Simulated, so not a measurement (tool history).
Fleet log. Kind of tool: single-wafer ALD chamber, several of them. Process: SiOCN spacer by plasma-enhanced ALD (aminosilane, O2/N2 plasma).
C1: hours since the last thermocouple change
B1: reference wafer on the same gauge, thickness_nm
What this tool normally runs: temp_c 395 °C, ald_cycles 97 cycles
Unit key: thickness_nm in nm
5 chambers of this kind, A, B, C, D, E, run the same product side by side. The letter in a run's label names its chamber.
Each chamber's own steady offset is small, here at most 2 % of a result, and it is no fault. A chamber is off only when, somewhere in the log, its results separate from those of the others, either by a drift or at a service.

run 1E day=0.404 | temp_c=395 ald_cycles=97 | C1=895.9 | B1=5.0083 | thickness_nm=5.939
run 2C day=0.808 | temp_c=395 ald_cycles=97 | C1=105.3 | B1=5.0081 | thickness_nm=5.8534
run 3B day=1.212 | temp_c=395 ald_cycles=97 | C1=576.3 | B1=5.0069 | thickness_nm=5.9146
run 4D day=1.608 | temp_c=395 ald_cycles=97 | C1=523.1 | B1=5.0062 | thickness_nm=5.8427
run 5A day=1.858 | temp_c=395 ald_cycles=97 | C1=929 | B1=5.0042 | thickness_nm=5.8951
run 6D day=2.188 | temp_c=407 ald_cycles=108 | C1=537 | B1=5.0044 | thickness_nm=6.3941
run 7A day=2.421 | temp_c=407 ald_cycles=108 | C1=942.5 | B1=5.0039 | thickness_nm=6.3479
run 8C day=2.771 | temp_c=407 ald_cycles=108 | C1=152.4 | B1=5.0059 | thickness_nm=6.3902
run 9E day=3.096 | temp_c=407 ald_cycles=108 | C1=960.5 | B1=5.0035 | thickness_nm=6.4775
run 10B day=3.433 | temp_c=407 ald_cycles=108 | C1=629.6 | B1=5.0033 | thickness_nm=6.3533
run 11E day=3.758 | temp_c=395 ald_cycles=97 | C1=976.4 | B1=5.0023 | thickness_nm=5.9305
run 12D day=4.175 | temp_c=409 ald_cycles=105 | C1=584.7 | B1=4.9988 | thickness_nm=6.1717
-- day=4.217 chamber E: thermocouple changed; heater temperature recalibrated
run 13C day=4.362 | temp_c=409 ald_cycles=105 | C1=190.6 | B1=4.9984 | thickness_nm=6.1466
run 14B day=4.7 | temp_c=409 ald_cycles=105 | C1=660 | B1=4.9994 | thickness_nm=6.1597
run 15A day=5.117 | temp_c=409 ald_cycles=105 | C1=1007.2 | B1=4.9995 | thickness_nm=6.119
run 16B day=5.479 | temp_c=409 ald_cycles=105 | C1=678.7 | B1=4.9978 | thickness_nm=6.1315
run 17E day=5.825 | temp_c=395 ald_cycles=97 | C1=38.6 | B1=4.9954 | thickness_nm=5.9274
run 18D day=6.104 | temp_c=395 ald_cycles=97 | C1=631 | B1=4.9971 | thickness_nm=5.8391
run 19A day=6.483 | temp_c=395 ald_cycles=97 | C1=1040 | B1=4.9934 | thickness_nm=5.8999
run 20C day=6.846 | temp_c=395 ald_cycles=97 | C1=250.2 | B1=4.9947 | thickness_nm=5.8422
run 21C day=7.2 | temp_c=395 ald_cycles=97 | C1=258.7 | B1=4.9947 | thickness_nm=5.8204
run 22D day=7.5 | temp_c=401 ald_cycles=79 | C1=664.5 | B1=4.9917 | thickness_nm=4.7545
run 23E day=7.692 | temp_c=401 ald_cycles=79 | C1=83.4 | B1=4.9911 | thickness_nm=4.8112
run 24A day=7.896 | temp_c=401 ald_cycles=79 | C1=1073.9 | B1=4.9912 | thickness_nm=4.7104
run 25B day=8.104 | temp_c=401 ald_cycles=79 | C1=741.7 | B1=4.9907 | thickness_nm=4.7267
run 26A day=8.442 | temp_c=401 ald_cycles=79 | C1=1087 | B1=4.9912 | thickness_nm=4.7201
run 27B day=8.85 | temp_c=395 ald_cycles=97 | C1=759.6 | B1=4.9909 | thickness_nm=5.8968
run 28E day=9.2 | temp_c=390 ald_cycles=116 | C1=119.6 | B1=4.9894 | thickness_nm=7.0859
run 29C day=9.596 | temp_c=390 ald_cycles=116 | C1=316.2 | B1=4.9887 | thickness_nm=6.988
run 30D day=9.979 | temp_c=390 ald_cycles=116 | C1=724 | B1=4.9889 | thickness_nm=6.9693
run 31C day=10.271 | temp_c=390 ald_cycles=116 | C1=332.4 | B1=4.9848 | thickness_nm=6.9768
run 32E day=10.667 | temp_c=390 ald_cycles=116 | C1=154.8 | B1=4.985 | thickness_nm=7.0811
run 33A day=10.979 | temp_c=395 ald_cycles=97 | C1=1147.9 | B1=4.9845 | thickness_nm=5.8759
run 34B day=11.371 | temp_c=395 ald_cycles=97 | C1=820.1 | B1=4.9827 | thickness_nm=5.8899
run 35D day=11.596 | temp_c=395 ald_cycles=81 | C1=762.8 | B1=4.9824 | thickness_nm=4.8842
run 36A day=11.862 | temp_c=395 ald_cycles=81 | C1=1169.1 | B1=4.9839 | thickness_nm=4.8906
run 37B day=12.204 | temp_c=395 ald_cycles=81 | C1=840.1 | B1=4.9801 | thickness_nm=4.9021
run 38D day=12.612 | temp_c=395 ald_cycles=81 | C1=787.2 | B1=4.9806 | thickness_nm=4.8699
run 39C day=12.817 | temp_c=395 ald_cycles=81 | C1=393.5 | B1=4.9801 | thickness_nm=4.853

Each of the 5 chambers runs these same settings next. Fill in every chamber's results:
run 40A day=13.121 | temp_c=395 ald_cycles=97 | thickness_nm=?
run 40B day=13.121 | temp_c=395 ald_cycles=97 | thickness_nm=?
run 40C day=13.121 | temp_c=395 ald_cycles=97 | thickness_nm=?
run 40D day=13.121 | temp_c=395 ald_cycles=97 | thickness_nm=?
run 40E day=13.121 | temp_c=395 ald_cycles=97 | thickness_nm=?

run=40A thickness_nm=5.8559
run=40B thickness_nm=5.8928
run=40C thickness_nm=5.8119
run=40D thickness_nm=5.8359
run=40E thickness_nm=5.9194
